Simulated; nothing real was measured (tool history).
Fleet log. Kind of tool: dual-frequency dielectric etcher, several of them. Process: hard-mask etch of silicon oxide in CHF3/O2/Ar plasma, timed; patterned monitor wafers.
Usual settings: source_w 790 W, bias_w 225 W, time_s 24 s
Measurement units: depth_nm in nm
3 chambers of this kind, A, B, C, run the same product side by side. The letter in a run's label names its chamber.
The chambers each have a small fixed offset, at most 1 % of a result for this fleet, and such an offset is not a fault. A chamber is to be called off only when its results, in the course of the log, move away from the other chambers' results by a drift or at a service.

run   hour  source_w  bias_w  time_s  read-back reference wafer on the same gauge, depth_nm  depth_nm
 1A      5       790     225      24                                                 56.813    56.352
 2C    8.2       790     225      24                                                   56.8    56.738
 3B   12.9       790     225      24                                                 56.752     56.82
 4B   17.9       790     225      24                                                 56.807    56.739
 5A   21.8       730     225      24                                                 56.812    54.758
 6C   25.3       730     225      24                                                 56.852    55.507
 7C   31.4       730     225      24                                                 56.729    55.279
 8B   34.7       790     225      24                                                 56.831    56.478
 9A   41.5       790     225      24                                                 56.805    56.837
10A   44.8       790     225      24                                                  56.77    56.383
11B   50.7       790     225      24                                                 56.824     56.87
12C   55.2       790     225      24                                                 56.746    57.178
13C   60.9       790     242      24                                                 56.815    58.447
14B   66.9       790     242      24                                                  56.83    58.362
      68.1  -- chamber C: bias power generator calibrated
15A     70       790     242      24                                                 56.809    57.932
16C   75.3       790     225      24                                                 56.863     57.49
17B   81.7       790     225      24                                                 56.843    56.825
      86.1  -- chamber A: wet clean of the chamber
18A   86.1       790     174      22                                                 56.824    49.365
19B   90.9       790     174      22                                                 56.844    48.009
20A   96.7       790     174      22                                                   56.8    49.379
21C  102.9       790     225      24                                                  56.79    57.169
22B  109.6       670     225      24                                                 56.774     53.54
23A  115.6       670     225      24                                                 56.803    55.406
24C  121.5       670     225      24                                                  56.85    53.671
25A  125.9       790     225      24                                                 56.821    58.571
26C  130.2       790     225      24                                                 56.789    56.916
27B  134.5       790     225      24                                                 56.786    56.925
28A  138.9       790     225      24                                                 56.861    58.428
29C  142.6       790     208      29                                                 56.837    66.931
     147.3  -- chamber C: wet clean of the chamber
30B  148.6       790     208      29                                                 56.827    67.179
31A  153.7       790     208      29                                                 56.788    69.448
32C  158.3       790     225      24                                                 56.827    56.565
33B    165       790     225      24                                                 56.807    57.186
34C  168.4       790     225      24                                                  56.77    56.708
35A  172.9       790     225      24                                                 56.789    58.547
36B  177.5       790     225      24                                                 56.836    56.867
37A  184.2       790     225      24                                                 56.785    58.641
38B  188.7       790     225      24                                                  56.78    57.179
39C  191.9       790     225      24                                                 56.727    57.115
40A  195.3       790     225      24                                                 56.757    58.922
41C  202.1       790     225      24                                                 56.817    57.003

One chamber off, gauge drift, or nothing amiss beyond the chambers' own small offsets? If it is a chamber, which one, and what is the likeliest cause?

Chamber A came out of a service off from its peers and stayed that way.
Most likely cause: etch rate over this chamber's usual, % = 4.1.

Chamber A could run next with any of the 4 candidate recipes listed below; each alters the usual settings, and their results appear as question marks. Which one brings its results back in line with what the other chambers deliver on the usual settings?
Allowed miss from the other chambers' usual-settings mean, per result, to count as in line: depth_nm 0.72 nm
42A-1  206.9       780     223      24                                                                ?
42A-2  206.9       730     225      24                                                                ?
42A-3  206.9       800     226    24.5                                                                ?
42A-4  206.9       800     225      24                                                                ?

Mean of the other chambers on the usual settings: depth_nm 56.93 nm
  run  depth_nm
42A-1    58.203
42A-2    56.945
42A-3    60.259
42A-4     58.94
Change 42A-2 lands the chamber within the allowed miss of the other chambers.
